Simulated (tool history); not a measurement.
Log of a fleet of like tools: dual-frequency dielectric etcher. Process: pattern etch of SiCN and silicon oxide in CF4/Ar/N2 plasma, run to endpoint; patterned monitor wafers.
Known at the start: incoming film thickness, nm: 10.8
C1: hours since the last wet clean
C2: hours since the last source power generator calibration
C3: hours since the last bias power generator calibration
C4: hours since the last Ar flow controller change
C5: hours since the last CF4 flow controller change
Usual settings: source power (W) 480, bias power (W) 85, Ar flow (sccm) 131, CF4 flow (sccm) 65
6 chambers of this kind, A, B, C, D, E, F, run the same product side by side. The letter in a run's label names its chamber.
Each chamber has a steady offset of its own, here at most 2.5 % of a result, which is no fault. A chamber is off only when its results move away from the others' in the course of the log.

{"hour": 13.6, "done": "chamber D: wet clean of the chamber"}
{"run": "1C", "hour": 14.3, "source power (W)": 480, "bias power (W)": 85, "Ar flow (sccm)": 131, "CF4 flow (sccm)": 65, "C1": 424.8, "C2": 2822.0, "C3": 1528.8, "C4": 1541.0, "C5": 849.2, "endpoint time (s)": 11.868}
{"run": "2F", "hour": 28.9, "source power (W)": 480, "bias power (W)": 85, "Ar flow (sccm)": 131, "CF4 flow (sccm)": 65, "C1": 215.9, "C2": 2143.0, "C3": 1065.4, "C4": 2569.8, "C5": 419.6, "endpoint time (s)": 11.805}
{"run": "3E", "hour": 39.0, "source power (W)": 480, "bias power (W)": 85, "Ar flow (sccm)": 131, "CF4 flow (sccm)": 65, "C1": 141.3, "C2": 2703.2, "C3": 3153.9, "C4": 1164.9, "C5": 2322.8, "endpoint time (s)": 11.481}
{"run": "4D", "hour": 50.3, "source power (W)": 480, "bias power (W)": 85, "Ar flow (sccm)": 131, "CF4 flow (sccm)": 65, "C1": 36.7, "C2": 2873.3, "C3": 2181.4, "C4": 4122.9, "C5": 268.0, "endpoint time (s)": 11.876}
{"run": "5B", "hour": 65.4, "source power (W)": 480, "bias power (W)": 85, "Ar flow (sccm)": 131, "CF4 flow (sccm)": 65, "C1": 228.9, "C2": 1610.4, "C3": 986.5, "C4": 1599.5, "C5": 750.0, "endpoint time (s)": 11.751}
{"hour": 71.1, "done": "chamber C: wet clean of the chamber"}
{"run": "6A", "hour": 76.5, "source power (W)": 480, "bias power (W)": 85, "Ar flow (sccm)": 131, "CF4 flow (sccm)": 78, "C1": 362.7, "C2": 666.6, "C3": 3608.6, "C4": 2899.0, "C5": 663.4, "endpoint time (s)": 11.403}
{"run": "7D", "hour": 90.1, "source power (W)": 480, "bias power (W)": 85, "Ar flow (sccm)": 131, "CF4 flow (sccm)": 78, "C1": 76.5, "C2": 2913.1, "C3": 2221.2, "C4": 4162.7, "C5": 307.8, "endpoint time (s)": 11.521}
{"run": "8F", "hour": 103.4, "source power (W)": 480, "bias power (W)": 85, "Ar flow (sccm)": 131, "CF4 flow (sccm)": 78, "C1": 290.4, "C2": 2217.5, "C3": 1139.9, "C4": 2644.3, "C5": 494.1, "endpoint time (s)": 11.545}
{"run": "9B", "hour": 112.3, "source power (W)": 480, "bias power (W)": 85, "Ar flow (sccm)": 131, "CF4 flow (sccm)": 78, "C1": 275.8, "C2": 1657.3, "C3": 1033.4, "C4": 1646.4, "C5": 796.9, "endpoint time (s)": 11.505}
{"run": "10A", "hour": 122.8, "source power (W)": 480, "bias power (W)": 85, "Ar flow (sccm)": 131, "CF4 flow (sccm)": 78, "C1": 409.0, "C2": 712.9, "C3": 3654.9, "C4": 2945.3, "C5": 709.7, "endpoint time (s)": 11.436}
{"run": "11E", "hour": 134.5, "source power (W)": 480, "bias power (W)": 85, "Ar flow (sccm)": 131, "CF4 flow (sccm)": 78, "C1": 236.8, "C2": 2798.7, "C3": 3249.4, "C4": 1260.4, "C5": 2418.3, "endpoint time (s)": 11.144}
{"run": "12C", "hour": 150.9, "source power (W)": 480, "bias power (W)": 85, "Ar flow (sccm)": 131, "CF4 flow (sccm)": 65, "C1": 79.8, "C2": 2958.6, "C3": 1665.4, "C4": 1677.6, "C5": 985.8, "endpoint time (s)": 11.815}
{"run": "13F", "hour": 165.0, "source power (W)": 480, "bias power (W)": 85, "Ar flow (sccm)": 131, "CF4 flow (sccm)": 65, "C1": 352.0, "C2": 2279.1, "C3": 1201.5, "C4": 2705.9, "C5": 555.7, "endpoint time (s)": 11.854}
{"run": "14A", "hour": 176.4, "source power (W)": 480, "bias power (W)": 85, "Ar flow (sccm)": 131, "CF4 flow (sccm)": 65, "C1": 462.6, "C2": 766.5, "C3": 3708.5, "C4": 2998.9, "C5": 763.3, "endpoint time (s)": 11.711}
{"run": "15E", "hour": 189.3, "source power (W)": 480, "bias power (W)": 85, "Ar flow (sccm)": 131, "CF4 flow (sccm)": 65, "C1": 291.6, "C2": 2853.5, "C3": 3304.2, "C4": 1315.2, "C5": 2473.1, "endpoint time (s)": 11.3}
{"hour": 191.4, "done": "chamber A: bias power generator calibrated"}
{"run": "16D", "hour": 205.0, "source power (W)": 480, "bias power (W)": 85, "Ar flow (sccm)": 131, "CF4 flow (sccm)": 65, "C1": 191.4, "C2": 3028.0, "C3": 2336.1, "C4": 4277.6, "C5": 422.7, "endpoint time (s)": 11.92}
{"run": "17C", "hour": 221.3, "source power (W)": 480, "bias power (W)": 85, "Ar flow (sccm)": 131, "CF4 flow (sccm)": 65, "C1": 150.2, "C2": 3029.0, "C3": 1735.8, "C4": 1748.0, "C5": 1056.2, "endpoint time (s)": 11.853}
{"run": "18B", "hour": 233.1, "source power (W)": 480, "bias power (W)": 85, "Ar flow (sccm)": 103, "CF4 flow (sccm)": 65, "C1": 396.6, "C2": 1778.1, "C3": 1154.2, "C4": 1767.2, "C5": 917.7, "endpoint time (s)": 11.32}
{"run": "19C", "hour": 249.0, "source power (W)": 480, "bias power (W)": 85, "Ar flow (sccm)": 103, "CF4 flow (sccm)": 65, "C1": 177.9, "C2": 3056.7, "C3": 1763.5, "C4": 1775.7, "C5": 1083.9, "endpoint time (s)": 11.2}
{"run": "20F", "hour": 259.3, "source power (W)": 480, "bias power (W)": 85, "Ar flow (sccm)": 103, "CF4 flow (sccm)": 65, "C1": 446.3, "C2": 2373.4, "C3": 1295.8, "C4": 2800.2, "C5": 650.0, "endpoint time (s)": 11.262}
{"run": "21E", "hour": 273.4, "source power (W)": 480, "bias power (W)": 85, "Ar flow (sccm)": 103, "CF4 flow (sccm)": 65, "C1": 375.7, "C2": 2937.6, "C3": 3388.3, "C4": 1399.3, "C5": 2557.2, "endpoint time (s)": 10.944}
{"run": "22B", "hour": 288.9, "source power (W)": 480, "bias power (W)": 85, "Ar flow (sccm)": 103, "CF4 flow (sccm)": 65, "C1": 452.4, "C2": 1833.9, "C3": 1210.0, "C4": 1823.0, "C5": 973.5, "endpoint time (s)": 11.386}
{"run": "23D", "hour": 302.6, "source power (W)": 480, "bias power (W)": 85, "Ar flow (sccm)": 103, "CF4 flow (sccm)": 65, "C1": 289.0, "C2": 3125.6, "C3": 2433.7, "C4": 4375.2, "C5": 520.3, "endpoint time (s)": 11.374}
{"run": "24A", "hour": 311.1, "source power (W)": 480, "bias power (W)": 85, "Ar flow (sccm)": 131, "CF4 flow (sccm)": 65, "C1": 597.3, "C2": 901.2, "C3": 119.7, "C4": 3133.6, "C5": 898.0, "endpoint time (s)": 11.582}
{"hour": 323.0, "done": "chamber B: wet clean of the chamber"}
{"run": "25C", "hour": 324.7, "source power (W)": 480, "bias power (W)": 85, "Ar flow (sccm)": 131, "CF4 flow (sccm)": 65, "C1": 253.6, "C2": 3132.4, "C3": 1839.2, "C4": 1851.4, "C5": 1159.6, "endpoint time (s)": 11.744}
{"run": "26F", "hour": 339.3, "source power (W)": 480, "bias power (W)": 104, "Ar flow (sccm)": 131, "CF4 flow (sccm)": 65, "C1": 526.3, "C2": 2453.4, "C3": 1375.8, "C4": 2880.2, "C5": 730.0, "endpoint time (s)": 10.773}
{"run": "27A", "hour": 351.3, "source power (W)": 480, "bias power (W)": 104, "Ar flow (sccm)": 131, "CF4 flow (sccm)": 65, "C1": 637.5, "C2": 941.4, "C3": 159.9, "C4": 3173.8, "C5": 938.2, "endpoint time (s)": 10.788}
{"hour": 351.6, "done": "chamber A: wet clean of the chamber"}
{"run": "28D", "hour": 367.0, "source power (W)": 480, "bias power (W)": 104, "Ar flow (sccm)": 131, "CF4 flow (sccm)": 65, "C1": 353.4, "C2": 3190.0, "C3": 2498.1, "C4": 4439.6, "C5": 584.7, "endpoint time (s)": 10.93}
{"hour": 367.6, "done": "chamber F: wet clean of the chamber"}
{"hour": 377.1, "done": "chamber E: wet clean of the chamber"}
{"run": "29E", "hour": 382.8, "source power (W)": 480, "bias power (W)": 104, "Ar flow (sccm)": 131, "CF4 flow (sccm)": 65, "C1": 5.8, "C2": 3047.0, "C3": 3497.7, "C4": 1508.7, "C5": 2666.6, "endpoint time (s)": 10.246}
{"run": "30B", "hour": 391.5, "source power (W)": 480, "bias power (W)": 104, "Ar flow (sccm)": 131, "CF4 flow (sccm)": 65, "C1": 68.6, "C2": 1936.5, "C3": 1312.6, "C4": 1925.6, "C5": 1076.1, "endpoint time (s)": 10.887}
{"run": "31F", "hour": 407.9, "source power (W)": 480, "bias power (W)": 104, "Ar flow (sccm)": 131, "CF4 flow (sccm)": 65, "C1": 40.3, "C2": 2522.0, "C3": 1444.4, "C4": 2948.8, "C5": 798.6, "endpoint time (s)": 10.977}
{"run": "32E", "hour": 416.5, "source power (W)": 480, "bias power (W)": 85, "Ar flow (sccm)": 131, "CF4 flow (sccm)": 65, "C1": 39.5, "C2": 3080.7, "C3": 3531.4, "C4": 1542.4, "C5": 2700.3, "endpoint time (s)": 11.143}
{"run": "33D", "hour": 424.7, "source power (W)": 480, "bias power (W)": 85, "Ar flow (sccm)": 161, "CF4 flow (sccm)": 65, "C1": 411.1, "C2": 3247.7, "C3": 2555.8, "C4": 4497.3, "C5": 642.4, "endpoint time (s)": 12.267}
{"run": "34A", "hour": 432.7, "source power (W)": 480, "bias power (W)": 85, "Ar flow (sccm)": 161, "CF4 flow (sccm)": 65, "C1": 81.1, "C2": 1022.8, "C3": 241.3, "C4": 3255.2, "C5": 1019.6, "endpoint time (s)": 12.073}
{"run": "35C", "hour": 443.5, "source power (W)": 480, "bias power (W)": 85, "Ar flow (sccm)": 161, "CF4 flow (sccm)": 65, "C1": 372.4, "C2": 3251.2, "C3": 1958.0, "C4": 1970.2, "C5": 1278.4, "endpoint time (s)": 12.073}
{"run": "36B", "hour": 459.7, "source power (W)": 480, "bias power (W)": 85, "Ar flow (sccm)": 161, "CF4 flow (sccm)": 65, "C1": 136.8, "C2": 2004.7, "C3": 1380.8, "C4": 1993.8, "C5": 1144.3, "endpoint time (s)": 12.04}

What goes on in this fleet: one chamber off, a drifting gauge, or nothing beyond the chambers' own small offsets? Name the chamber and the cause, if any.

Chamber E drifts away from the others.
Cause: source power that arrives over what is set, % = 4.96.

Here are 4 candidates for chamber E's next run, each the usual settings with a change, their results left as question marks. Which one brings its results back in line with what the others give on the usual settings?
In line means no further than this from the other chambers' mean on the usual settings: endpoint time (s) 0.2700
{"run": "37E-1", "hour": 471.4, "source power (W)": 450, "bias power (W)": 83, "Ar flow (sccm)": 132, "CF4 flow (sccm)": 64, "endpoint time (s)": "?"}
{"run": "37E-2", "hour": 471.4, "source power (W)": 540, "bias power (W)": 85, "Ar flow (sccm)": 131, "CF4 flow (sccm)": 65, "endpoint time (s)": "?"}
{"run": "37E-3", "hour": 471.4, "source power (W)": 480, "bias power (W)": 69, "Ar flow (sccm)": 142, "CF4 flow (sccm)": 60, "endpoint time (s)": "?"}
{"run": "37E-4", "hour": 471.4, "source power (W)": 480, "bias power (W)": 100, "Ar flow (sccm)": 131, "CF4 flow (sccm)": 65, "endpoint time (s)": "?"}

The other chambers' mean on the usual settings: endpoint time (s) 11.7790
run=37E-1 endpoint_time_(s)=11.8380
run=37E-2 endpoint_time_(s)=9.9686
run=37E-3 endpoint_time_(s)=12.2320
run=37E-4 endpoint_time_(s)=10.4070
37E-1 brings the chamber back in line.

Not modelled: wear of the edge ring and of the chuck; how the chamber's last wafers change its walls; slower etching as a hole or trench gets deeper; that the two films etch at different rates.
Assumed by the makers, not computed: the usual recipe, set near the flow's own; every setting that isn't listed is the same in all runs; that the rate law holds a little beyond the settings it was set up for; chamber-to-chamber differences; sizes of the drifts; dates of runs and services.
